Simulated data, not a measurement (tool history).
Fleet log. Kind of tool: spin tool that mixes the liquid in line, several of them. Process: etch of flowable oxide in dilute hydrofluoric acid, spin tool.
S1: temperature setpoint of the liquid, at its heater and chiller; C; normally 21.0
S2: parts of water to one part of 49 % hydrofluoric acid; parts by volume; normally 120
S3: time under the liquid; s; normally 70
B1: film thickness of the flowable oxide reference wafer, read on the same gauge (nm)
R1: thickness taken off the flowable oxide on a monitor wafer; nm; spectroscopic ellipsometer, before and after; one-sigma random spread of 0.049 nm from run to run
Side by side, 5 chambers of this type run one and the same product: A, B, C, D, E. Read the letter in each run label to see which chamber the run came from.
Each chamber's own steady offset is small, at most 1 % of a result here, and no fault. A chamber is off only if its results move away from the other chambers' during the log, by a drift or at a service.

run,hour,S1,S2,S3,B1,R1
# hour 5.5: chamber B: thermometer replaced
1B,6.2,21.0,120,70,130.00,12.8980
2D,10.8,21.0,120,70,130.02,12.9530
3A,17.3,21.0,120,70,129.98,12.9310
4E,23.1,21.0,120,70,130.00,12.8230
5C,26.9,21.0,120,70,129.98,13.0470
6E,33.0,21.0,120,70,130.00,12.8450
7C,38.4,21.0,165,35,130.01,4.4913
8B,47.1,21.0,165,35,129.99,4.4846
9A,53.7,21.0,165,35,130.00,4.4435
10D,59.6,21.0,165,35,129.99,4.4561
11D,65.3,21.0,165,35,130.00,4.4433
12A,71.3,21.0,120,70,130.01,12.9500
13E,77.5,21.0,120,50,129.97,9.1601
14B,85.4,21.0,120,50,129.98,9.2245
15C,90.2,21.0,120,50,130.00,9.3283
16A,94.3,21.0,120,50,129.99,9.1966
17E,98.4,21.0,120,50,130.02,9.1540
18D,106.9,21.0,120,70,129.96,12.8190
19C,113.4,25.5,65,70,130.01,31.4270
20B,121.6,25.5,65,70,129.98,31.1660
21B,129.8,25.5,65,70,129.97,31.2120
22D,133.7,25.5,65,70,130.00,30.6370
23A,140.5,25.5,65,70,130.02,30.7590
24E,146.5,21.0,120,70,129.98,12.7950
25C,151.7,21.0,120,70,130.00,13.0920
26E,158.6,21.0,120,70,130.01,12.7690
27C,167.2,21.0,120,70,130.03,13.0400
28B,171.1,21.0,120,95,130.02,17.7550
29D,176.8,21.0,120,95,130.04,17.3900
30A,183.8,21.0,120,95,129.98,17.4360
31B,188.0,21.0,120,95,130.00,17.9140
32C,196.7,21.0,120,95,129.99,17.7530
33A,201.7,21.0,120,70,129.99,12.9370
34D,209.2,21.0,120,70,129.98,12.9110
35E,213.7,21.0,120,70,129.96,12.8200
36B,217.9,18.5,120,30,130.00,5.1532
37E,225.9,18.5,120,30,130.01,4.9711
38C,234.4,18.5,120,30,130.00,5.0686
39D,242.8,18.5,120,30,130.00,5.0219
40A,249.5,18.5,120,30,130.01,4.9519
41C,256.3,21.0,120,70,130.00,12.9770
42B,262.1,21.0,120,70,129.99,13.4860
43E,267.6,21.0,120,70,130.01,12.8070

Each of the 5 chambers runs these same settings next. Fill in every chamber's results:
44A,273.9,18.0,120,70,,?
44B,273.9,18.0,120,70,,?
44C,273.9,18.0,120,70,,?
44D,273.9,18.0,120,70,,?
44E,273.9,18.0,120,70,,?

run,R1
44A,11.4270
44B,11.9600
44C,11.5490
44D,11.3910
44E,11.3330
